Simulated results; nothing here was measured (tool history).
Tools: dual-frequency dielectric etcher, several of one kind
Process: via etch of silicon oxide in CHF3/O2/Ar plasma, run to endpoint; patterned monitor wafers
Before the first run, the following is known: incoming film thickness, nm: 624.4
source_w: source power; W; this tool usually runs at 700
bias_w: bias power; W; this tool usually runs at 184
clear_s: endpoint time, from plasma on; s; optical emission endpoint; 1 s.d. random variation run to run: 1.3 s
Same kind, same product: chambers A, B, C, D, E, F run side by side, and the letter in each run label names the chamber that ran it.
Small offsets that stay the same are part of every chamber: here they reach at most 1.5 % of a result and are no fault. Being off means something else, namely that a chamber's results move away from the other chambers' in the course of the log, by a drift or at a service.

run,hour,source_w,bias_w,hours since the last wet clean,hours since the last source power generator calibration,hours since the last bias power generator calibration,clear_s
1C,5.9,700,184,322.4,1538.2,39.0,294.06
# hour 14.4: chamber A: wet clean of the chamber
2A,14.8,700,184,0.4,2336.5,189.0,296.81
3F,21.4,700,184,114.6,1063.8,1569.7,297.46
4E,28.8,700,184,151.4,1213.2,331.9,297.25
5B,39.9,700,184,262.4,1072.6,2600.7,293.98
6D,46.5,820,184,130.5,1943.2,710.9,279.26
7D,59.0,820,184,143.0,1955.7,723.4,277.92
8A,68.4,820,184,54.0,2390.1,242.6,281.51
9E,74.0,820,184,196.6,1258.4,377.1,280.24
10F,86.6,820,184,179.8,1129.0,1634.9,283.75
11B,93.7,820,184,316.2,1126.4,2654.5,277.54
12C,105.1,700,184,421.6,1637.4,138.2,294.68
13E,110.8,700,184,233.4,1295.2,413.9,296.46
14F,116.5,700,184,209.7,1158.9,1664.8,296.88
15B,126.3,700,184,348.8,1159.0,2687.1,292.28
16D,135.9,700,184,219.9,2032.6,800.3,296.47
# hour 140.5: chamber C: wet clean of the chamber
17A,145.8,700,219,131.4,2467.5,320.0,279.67
18C,152.3,700,219,11.8,1684.6,185.4,277.85
19E,161.1,700,219,283.7,1345.5,464.2,280.86
20F,166.9,700,219,260.1,1209.3,1715.2,281.27
21D,172.5,700,219,256.5,2069.2,836.9,280.64
22A,184.5,700,219,170.1,2506.2,358.7,280.47
23C,193.8,700,184,53.3,1726.1,226.9,295.88
24B,204.8,630,207,427.3,1237.5,2765.6,291.26
25B,217.1,630,207,439.6,1249.8,2777.9,292.28
26A,223.9,630,207,209.5,2545.6,398.1,294.61
27C,233.5,630,207,93.0,1765.8,266.6,296.95
28D,239.9,630,207,323.9,2136.6,904.3,297.66
29F,250.8,630,207,344.0,1293.2,1799.1,301.51
30E,261.5,700,184,384.1,1445.9,564.6,296.70
31B,268.2,700,184,490.7,1300.9,2829.0,291.15
32C,274.2,700,184,133.7,1806.5,307.3,295.77
33D,280.5,700,184,364.5,2177.2,944.9,297.53
34A,291.8,700,184,277.4,2613.5,466.0,297.27
35E,301.1,700,184,423.7,1485.5,604.2,296.05
# hour 304.4: chamber E: wet clean of the chamber
36F,312.8,700,184,406.0,1355.2,1861.1,301.74
37C,323.4,700,184,182.9,1855.7,356.5,296.09
38A,332.3,700,184,317.9,2654.0,506.5,296.22
39B,339.1,700,184,561.6,1371.8,2899.9,288.25
40E,351.0,700,184,46.6,1535.4,654.1,297.43
41D,361.5,700,184,445.5,2258.2,1025.9,297.14
42F,373.5,700,184,466.7,1415.9,1921.8,299.81
43B,379.3,700,184,601.8,1412.0,2940.1,286.71

The same settings go to every chamber for the next run, one line per chamber below. Forecast the results for each:
44A,388.4,850,184,,,,?
44B,388.4,850,184,,,,?
44C,388.4,850,184,,,,?
44D,388.4,850,184,,,,?
44E,388.4,850,184,,,,?
44F,388.4,850,184,,,,?

run,clear_s
44A,274.91
44B,264.15
44C,273.03
44D,275.92
44E,275.33
44F,279.15
